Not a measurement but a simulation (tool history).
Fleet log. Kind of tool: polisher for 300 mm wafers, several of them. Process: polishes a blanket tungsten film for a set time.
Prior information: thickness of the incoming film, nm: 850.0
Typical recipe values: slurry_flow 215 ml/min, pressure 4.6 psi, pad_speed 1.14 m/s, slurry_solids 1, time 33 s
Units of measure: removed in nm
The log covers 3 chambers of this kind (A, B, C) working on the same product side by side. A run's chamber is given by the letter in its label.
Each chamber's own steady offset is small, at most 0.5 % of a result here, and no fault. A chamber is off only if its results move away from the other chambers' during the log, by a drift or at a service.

At day 0.15: chamber A: worn pad replaced by a new one.
At day 0.262: chamber B: worn pad replaced by a new one.
Run 1A, day 0.267: usual settings. Result: removed 207.3 nm.
Run 2B, day 0.488: usual settings. Result: removed 207.05 nm.
At day 0.717: chamber C: worn pad replaced by a new one.
Run 3C, day 0.762: usual settings. Result: removed 208.63 nm.
At day 0.829: chamber B: slurry tank refilled with fresh slurry and peroxide.
Run 4A, day 0.988: usual settings. Result: removed 210.46 nm.
Run 5C, day 1.179: usual settings but slurry_flow 285 ml/min, pressure 3.9 psi. Result: removed 181.39 nm.
Run 6B, day 1.321: usual settings but slurry_flow 285 ml/min, pressure 3.9 psi. Result: removed 181.25 nm.
At day 1.529: chamber A: worn pad replaced by a new one.
Run 7B, day 1.542: usual settings but slurry_flow 285 ml/min, pressure 3.9 psi. Result: removed 183.3 nm.
At day 1.738: chamber C: slurry blender recalibrated.
Run 8C, day 1.792: usual settings. Result: removed 203.62 nm.
At day 1.929: chamber B: worn pad replaced by a new one.
Run 9A, day 2: usual settings. Result: removed 205.92 nm.
Run 10C, day 2.125: usual settings. Result: removed 207.98 nm.
Run 11A, day 2.262: usual settings. Result: removed 208.94 nm.
At day 2.517: chamber A: slurry tank refilled with fresh slurry and peroxide.
Run 12B, day 2.521: usual settings. Result: removed 209.72 nm.
Run 13A, day 2.679: usual settings. Result: removed 211.09 nm.
At day 2.788: chamber C: worn pad replaced by a new one.
Run 14B, day 2.833: usual settings. Result: removed 209.31 nm.
At day 3: chamber A: slurry nozzle cleaned.
Run 15C, day 3.025: usual settings. Result: removed 204.02 nm.
At day 3.096: chamber A: worn pad replaced by a new one.
Run 16B, day 3.3: usual settings. Result: removed 207.61 nm.
Run 17C, day 3.5: usual settings. Result: removed 207.83 nm.
Run 18A, day 3.692: usual settings. Result: removed 212.7 nm.
Run 19A, day 3.821: usual settings. Result: removed 205.67 nm.
At day 3.883: chamber B: worn pad replaced by a new one.
Run 20C, day 4.021: usual settings. Result: removed 208.06 nm.
Run 21B, day 4.142: usual settings. Result: removed 202.89 nm.
Run 22B, day 4.312: usual settings. Result: removed 208.2 nm.
At day 4.367: chamber C: slurry tank refilled with fresh slurry and peroxide.
At day 4.496: chamber A: worn pad replaced by a new one.
Run 23C, day 4.571: usual settings. Result: removed 208.52 nm.
Run 24A, day 4.754: usual settings. Result: removed 210.87 nm.
Run 25A, day 4.933: usual settings. Result: removed 209.6 nm.
Run 26B, day 5.175: usual settings. Result: removed 211.12 nm.
At day 5.196: chamber C: worn pad replaced by a new one.
Run 27C, day 5.333: usual settings. Result: removed 207.54 nm.
At day 5.471: chamber A: slurry tank refilled with fresh slurry and peroxide.
At day 5.554: chamber B: worn pad replaced by a new one.
Run 28B, day 5.567: usual settings but slurry_flow 175 ml/min, pressure 5.1 psi. Result: removed 223.53 nm.
Run 29A, day 5.708: usual settings but slurry_flow 175 ml/min, pressure 5.1 psi. Result: removed 223.44 nm.
At day 5.817: chamber C: slurry blender recalibrated.
Run 30C, day 5.879: usual settings but slurry_flow 175 ml/min, pressure 5.1 psi. Result: removed 221.75 nm.

Is one chamber out of step, is the gauge drifting, or do the chambers differ by no more than their own small offsets? For an off chamber, give its letter and the likeliest cause.

Nothing is wrong: each chamber keeps only its own small, steady offset and the gauge holds still.

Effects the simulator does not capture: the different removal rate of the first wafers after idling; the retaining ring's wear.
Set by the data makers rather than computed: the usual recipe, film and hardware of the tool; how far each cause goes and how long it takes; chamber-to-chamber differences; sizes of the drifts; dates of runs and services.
